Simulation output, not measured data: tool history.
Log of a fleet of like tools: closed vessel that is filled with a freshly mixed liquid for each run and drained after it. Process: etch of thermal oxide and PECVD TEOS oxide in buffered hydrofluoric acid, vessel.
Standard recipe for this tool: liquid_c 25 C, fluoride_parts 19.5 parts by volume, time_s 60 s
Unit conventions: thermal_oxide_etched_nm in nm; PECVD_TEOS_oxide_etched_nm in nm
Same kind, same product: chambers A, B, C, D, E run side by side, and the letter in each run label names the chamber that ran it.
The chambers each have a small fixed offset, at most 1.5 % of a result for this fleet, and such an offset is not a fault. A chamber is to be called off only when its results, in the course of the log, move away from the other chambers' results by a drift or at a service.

| run | day | liquid_c | fluoride_parts | time_s | read-back film thickness of the thermal oxide reference wafer, read on the same gauge (nm) | read-back film thickness of the PECVD TEOS oxide reference wafer, read on the same gauge (nm) | thermal_oxide_etched_nm | PECVD_TEOS_oxide_etched_nm |
|---|---|---|---|---|---|---|---|---|
| 1D | 0.258 | 25 | 19.5 | 60 | 90.018 | 29.998 | 38.427 | 44.726 |
| 2A | 0.483 | 25 | 19.5 | 60 | 90.035 | 30.021 | 39.565 | 45.555 |
| 3E | 0.812 | 25 | 19.5 | 60 | 90.01 | 30.015 | 38.179 | 44.452 |
| 4C | 1.15 | 25 | 19.5 | 60 | 90.025 | 30.006 | 38.402 | 44.866 |
| 5B | 1.354 | 25 | 27 | 90 | 90.011 | 29.996 | 46.469 | 53.29 |
| 6B | 1.725 | 25 | 27 | 90 | 89.985 | 30.014 | 46.545 | 53.382 |
| 7A | 1.975 | 25 | 27 | 90 | 90.049 | 29.987 | 46.073 | 53.717 |
| 8E | 2.146 | 25 | 27 | 90 | 89.968 | 29.991 | 45.296 | 53.613 |
| 9D | 2.475 | 25 | 27 | 90 | 89.988 | 30.004 | 45.663 | 53.359 |
| 10C | 2.729 | 25 | 19.5 | 60 | 90.023 | 29.995 | 39.239 | 44.968 |
| 11A | 2.975 | 25 | 19.5 | 60 | 90.025 | 30.014 | 39.208 | 45.259 |
| 12E | 3.142 | 25 | 19.5 | 60 | 89.974 | 29.994 | 38.739 | 44.648 |
| 13D | 3.329 | 25 | 19.5 | 60 | 89.989 | 29.985 | 38.235 | 44.853 |
|  | 3.371 | chamber A: hydrofluoric acid flow meter replaced |
| 14C | 3.662 | 25 | 19.5 | 60 | 89.964 | 30.019 | 39.262 | 44.672 |
| 15B | 4.008 | 25 | 19.5 | 60 | 90.022 | 29.994 | 38.944 | 44.508 |
| 16D | 4.271 | 25 | 19.5 | 60 | 90.046 | 29.975 | 38.38 | 44.647 |
| 17B | 4.65 | 25 | 19.5 | 60 | 89.985 | 30.003 | 38.611 | 44.619 |
| 18A | 4.917 | 22.5 | 24 | 60 | 90.042 | 30.029 | 29.012 | 34.056 |
| 19E | 5.125 | 22.5 | 24 | 60 | 89.984 | 30.001 | 28.938 | 33.192 |
| 20C | 5.304 | 22.5 | 24 | 60 | 90.057 | 30.007 | 29.116 | 33.609 |
| 21A | 5.625 | 22.5 | 24 | 60 | 90.004 | 30.006 | 28.956 | 34.046 |
| 22D | 5.808 | 22.5 | 24 | 60 | 89.932 | 30.031 | 28.572 | 33.599 |
| 23C | 6.158 | 25 | 19.5 | 60 | 89.947 | 29.977 | 38.885 | 44.788 |
| 24B | 6.429 | 25 | 19.5 | 60 | 89.982 | 30.001 | 38.752 | 44.673 |
| 25E | 6.804 | 28 | 19.5 | 60 | 90.015 | 29.999 | 44.812 | 51.953 |
| 26A | 7.092 | 28 | 19.5 | 60 | 90.017 | 30.033 | 46.065 | 53.322 |
| 27D | 7.425 | 28 | 19.5 | 60 | 90.047 | 30.012 | 45.095 | 52.709 |
| 28C | 7.767 | 28 | 19.5 | 60 | 90.016 | 30.012 | 45.426 | 52.794 |
| 29E | 8.092 | 28 | 19.5 | 60 | 89.954 | 29.971 | 45.013 | 52.142 |
| 30B | 8.392 | 25 | 19.5 | 60 | 90.001 | 30.022 | 38.689 | 44.644 |
|  | 8.517 | chamber C: hydrofluoric acid flow meter replaced |
| 31A | 8.646 | 28 | 19.5 | 60 | 90.02 | 30.037 | 45.314 | 53.226 |
| 32C | 8.833 | 28 | 19.5 | 60 | 90.038 | 29.993 | 45.377 | 52.341 |
| 33D | 9.2 | 28 | 19.5 | 60 | 90.038 | 30.026 | 44.328 | 52.62 |
| 34E | 9.488 | 28 | 19.5 | 60 | 90.019 | 30.003 | 46.035 | 52.124 |
| 35B | 9.758 | 28 | 19.5 | 60 | 90.018 | 29.992 | 45.513 | 52.279 |
| 36B | 9.979 | 25 | 19.5 | 60 | 89.947 | 29.985 | 38.797 | 44.556 |
| 37A | 10.2 | 25 | 19.5 | 60 | 90.017 | 29.965 | 38.003 | 45.425 |
| 38E | 10.362 | 25 | 19.5 | 60 | 90.048 | 30.013 | 38.494 | 44.264 |
| 39C | 10.558 | 25 | 19.5 | 60 | 89.943 | 30.01 | 39.213 | 44.633 |

Predict what each chamber gives when all 5 of them run the settings below next.
| 40A | 10.833 | 20 | 19.5 | 60 |  |  | ? | ? |
| 40B | 10.833 | 20 | 19.5 | 60 |  |  | ? | ? |
| 40C | 10.833 | 20 | 19.5 | 60 |  |  | ? | ? |
| 40D | 10.833 | 20 | 19.5 | 60 |  |  | ? | ? |
| 40E | 10.833 | 20 | 19.5 | 60 |  |  | ? | ? |

| run | thermal_oxide_etched_nm | PECVD_TEOS_oxide_etched_nm |
|---|---|---|
| 40A | 29.159 | 34.28 |
| 40B | 28.979 | 33.77 |
| 40C | 29.696 | 33.977 |
| 40D | 29.435 | 33.819 |
| 40E | 29.028 | 33.866 |
